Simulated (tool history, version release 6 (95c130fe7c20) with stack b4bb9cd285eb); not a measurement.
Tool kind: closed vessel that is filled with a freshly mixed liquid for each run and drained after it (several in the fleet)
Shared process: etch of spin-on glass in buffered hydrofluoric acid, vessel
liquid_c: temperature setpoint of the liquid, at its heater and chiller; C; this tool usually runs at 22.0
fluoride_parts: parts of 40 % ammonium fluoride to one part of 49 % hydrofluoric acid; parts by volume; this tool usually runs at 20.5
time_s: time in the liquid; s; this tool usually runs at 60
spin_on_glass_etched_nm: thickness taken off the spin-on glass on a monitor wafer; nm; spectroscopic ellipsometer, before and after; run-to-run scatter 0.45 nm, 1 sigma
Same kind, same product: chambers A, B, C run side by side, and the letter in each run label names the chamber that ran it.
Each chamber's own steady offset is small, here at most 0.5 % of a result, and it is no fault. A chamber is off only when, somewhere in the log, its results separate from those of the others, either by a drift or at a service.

run,hour,liquid_c,fluoride_parts,time_s,"read-back film thickness of the spin-on glass reference wafer, read on the same gauge (nm)",spin_on_glass_etched_nm
1B,9.0,22.0,20.5,60,99.998,55.230
2A,16.1,22.0,20.5,60,99.987,54.305
3C,29.3,22.0,20.5,60,99.993,56.110
4C,41.2,22.0,20.5,60,99.992,54.686
5A,53.9,22.0,20.5,60,99.977,54.229
6B,67.0,22.0,20.5,60,99.993,55.148
7C,74.7,22.0,20.5,60,99.987,55.507
8B,81.9,22.0,20.5,60,100.000,54.839
9A,92.3,22.0,24.5,60,100.010,47.944
10B,103.4,22.0,24.5,60,99.966,49.148
11A,112.1,22.0,24.5,60,99.991,48.014
12C,123.5,22.0,20.5,60,99.977,55.480
13B,137.5,22.0,20.5,60,100.050,54.783
14A,145.4,25.0,25.0,60,100.030,56.434
15C,152.3,25.0,25.0,60,100.030,57.412
16B,162.4,25.0,25.0,60,100.020,56.417
17A,174.9,22.0,20.5,60,100.010,55.004
18C,186.1,22.0,20.5,60,100.010,57.577
19B,196.4,22.0,20.5,60,100.020,55.214
20C,204.0,22.0,20.5,60,100.000,58.743
21A,212.1,22.0,20.5,60,99.980,54.627
22A,221.0,23.5,20.5,85,100.010,85.253
23B,231.9,23.5,20.5,85,100.020,83.253
24C,243.9,23.5,20.5,85,99.990,91.603
# hour 250.6: chamber A: hydrofluoric acid flow meter replaced
25A,254.6,22.0,20.5,60,99.960,55.451
26C,269.7,22.0,20.5,60,100.030,60.034
27B,281.5,22.0,20.5,60,100.000,54.709

What goes on in this fleet: one chamber off, a drifting gauge, or nothing beyond the chambers' own small offsets? Name the chamber and the cause, if any.

It is chamber C that slowly wanders off from its peers.
Cause: liquid hotter than its thermometer reads (K) = 1.62.
The log might look much the same if the cause were instead: hydrofluoric acid flow above the setpoint (%).

Here are 4 candidates for chamber C's next run, each the usual settings with a change, their results left as question marks. Which one brings its results back in line with what the others give on the usual settings?
Maximum distance from the other chambers' mean on the usual settings for a result to count as in line: spin_on_glass_etched_nm 1.600 nm
28C-1,292.9,23.0,20.5,70,,?
28C-2,292.9,22.0,21.5,50,,?
28C-3,292.9,22.0,20.0,65,,?
28C-4,292.9,22.0,21.0,55,,?

Usual-settings mean across the other chambers: spin_on_glass_etched_nm 54.969 nm
run,spin_on_glass_etched_nm
28C-1,74.574
28C-2,48.757
28C-3,66.670
28C-4,54.520
28C-4 is the one that brings the chamber's results back in line with the other chambers.

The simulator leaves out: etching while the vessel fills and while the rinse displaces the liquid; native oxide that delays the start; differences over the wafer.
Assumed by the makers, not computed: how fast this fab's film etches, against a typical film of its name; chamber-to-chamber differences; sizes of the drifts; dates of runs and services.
